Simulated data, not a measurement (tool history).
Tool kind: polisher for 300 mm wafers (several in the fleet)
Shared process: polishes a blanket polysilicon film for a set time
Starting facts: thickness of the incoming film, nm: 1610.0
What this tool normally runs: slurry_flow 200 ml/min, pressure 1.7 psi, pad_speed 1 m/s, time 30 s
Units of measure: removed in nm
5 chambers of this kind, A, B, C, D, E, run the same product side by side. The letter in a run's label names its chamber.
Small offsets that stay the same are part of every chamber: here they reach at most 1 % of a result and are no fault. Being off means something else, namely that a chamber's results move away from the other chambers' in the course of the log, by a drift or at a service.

run   hour  slurry_flow  pressure  pad_speed  time  wafers polished on this pad  hours since the slurry nozzle was cleaned  hours since the head pressure was calibrated  removed
 1D    6.7          200       1.7          1    30                          383                                       71.3                                         430.8   128.59
      16.4  -- chamber A: worn pad replaced by a new one
 2B   18.1          200       1.7          1    30                          482                                        111                                         202.5   129.26
 3C   24.2          200       1.7          1    30                          458                                       46.2                                         163.6   128.96
 4A     37          200       1.7          1    30                          254                                      384.8                                           561   132.17
      46.4  -- chamber A: slurry nozzle cleaned
 5E   46.6          140         2          1    30                         1096                                      343.8                                         168.9   143.92
 6E   52.8          140         2          1    30                         1172                                        350                                         175.1   143.87
      54.3  -- chamber E: worn pad replaced by a new one
      59.6  -- chamber B: worn pad replaced by a new one
 7A   62.5          140         2          1    30                          568                                       16.2                                         586.5   144.14
      66.5  -- chamber C: worn pad replaced by a new one
 8B     72          140         2          1    30                          153                                      164.9                                         256.4   144.02
      74.9  -- chamber D: worn pad replaced by a new one
 9C   79.8          140         2          1    30                          164                                      101.8                                         219.2   143.84
10D   86.1          200       1.7          1    30                          138                                      150.7                                         510.2   128.65
11A   95.1          200       1.7          1    30                          969                                       48.8                                         619.1   130.46
      99.2  -- chamber A: worn pad replaced by a new one
12E  107.4          200       1.7          1    30                          655                                      404.6                                         229.7   129.68
13B  113.6          200       1.7          1    30                          665                                      206.5                                           298   129.71
14C  120.5          200       1.3          1    37                          665                                      142.5                                         259.9   121.52
15D  127.4          200       1.3          1    37                          646                                        192                                         551.5   122.75
16D  139.2          200       1.3          1    37                          792                                      203.8                                         563.3   123.95
     142.8  -- chamber B: worn pad replaced by a new one
17C  148.8          200       1.3          1    37                         1013                                      170.8                                         288.2   120.27
18E  156.1          200       1.3          1    37                         1254                                      453.3                                         278.4   122.17
     156.2  -- chamber D: worn pad replaced by a new one
       160  -- chamber C: worn pad replaced by a new one
19B  163.5          175       1.7          1    21                          255                                      256.4                                         347.9   87.758
     164.2  -- chamber E: worn pad replaced by a new one
20A  171.1          175       1.7          1    21                          886                                      124.8                                         695.1   91.597
     181.3  -- chamber A: worn pad replaced by a new one
21C  181.7          175       1.7          1    21                          267                                      203.7                                         321.1   86.533
     187.7  -- chamber E: slurry nozzle cleaned
22A  189.1          175       1.7          1    21                           97                                      142.8                                         713.1   88.128
23E  196.4          175       1.7          1    21                          397                                        8.8                                         318.7   89.382
24B  205.2          200       1.7          1    30                          768                                      298.1                                         389.6   126.81
25D  216.7          200       1.7          1    30                          745                                      281.3                                         640.8   131.18
     218.4  -- chamber C: head pressure recalibrated
26B  228.7          200       1.7          1    30                         1058                                      321.6                                         413.1   129.74
27E  235.1          200       1.7          1    30                          873                                       47.5                                         357.4   126.14
       236  -- chamber D: worn pad replaced by a new one
     236.9  -- chamber C: worn pad replaced by a new one
       238  -- chamber D: head pressure recalibrated
     238.7  -- chamber B: worn pad replaced by a new one
28C  243.9          200       1.7          1    30                           86                                      265.9                                          25.5   128.46
29A  256.7          200       1.7          1    30                          929                                      210.4                                         780.7   128.23
30D  266.3          200       1.7          1    30                          373                                      330.9                                          28.3    115.7
       270  -- chamber E: worn pad replaced by a new one
     270.9  -- chamber A: worn pad replaced by a new one
31D  275.1          200       1.7          1    30                          481                                      339.7                                          37.1   112.65
32C  285.5          200       1.7          1    30                          599                                      307.5                                          67.1   126.93
33A  299.5          200       1.7          1    30                          352                                      253.2                                         823.5   130.18
34B  308.3          200       1.7          1    30                          857                                      401.2                                         492.7   126.04
     313.3  -- chamber C: worn pad replaced by a new one
     315.2  -- chamber D: worn pad replaced by a new one
35E  321.9          200       1.7          1    30                          640                                      134.3                                         444.2   128.73
     325.7  -- chamber B: worn pad replaced by a new one
36D  330.1          200       1.7          1    30                          184                                      394.7                                          92.1   114.77
37C  337.8          200       1.7          1    30                          302                                      359.8                                         119.4   133.55
38B  349.1          230       1.7          1    30                          288                                        442                                         533.5   129.39
     356.9  -- chamber E: worn pad replaced by a new one
     357.1  -- chamber A: worn pad replaced by a new one
39E  358.9          230       1.7          1    30                           25                                      171.3                                         481.2   130.65
40A  366.8          230       1.7          1    30                          120                                      320.5                                         890.8   137.83

What goes on in this fleet: one chamber off, a drifting gauge, or nothing beyond the chambers' own small offsets? Name the chamber and the cause, if any.

After it was serviced, chamber D no longer matches the other chambers.
Likeliest cause: head's pressure below its setpoint, % = 11.2.

Which of the 4 candidates below, each the usual settings with something changed and its results left as question marks, puts chamber D back in line with what the other chambers give on the usual settings?
Allowed miss from the other chambers' usual-settings mean, per result, to count as in line: removed 6.4 nm
41D-1  376.8          200       1.7       1.12    30                                                                                                                              ?
41D-2  376.8          200       1.7       1.02    30                                                                                                                              ?
41D-3  376.8          200       1.6       0.96    29                                                                                                                              ?
41D-4  376.8          200       1.7       0.98    30                                                                                                                              ?

What the other chambers average on the usual settings: removed 129.42 nm
  run  removed
41D-1   128.46
41D-2   116.93
41D-3   100.18
41D-4   112.32
41D-1 is the one that brings the chamber's results back in line with the other chambers.

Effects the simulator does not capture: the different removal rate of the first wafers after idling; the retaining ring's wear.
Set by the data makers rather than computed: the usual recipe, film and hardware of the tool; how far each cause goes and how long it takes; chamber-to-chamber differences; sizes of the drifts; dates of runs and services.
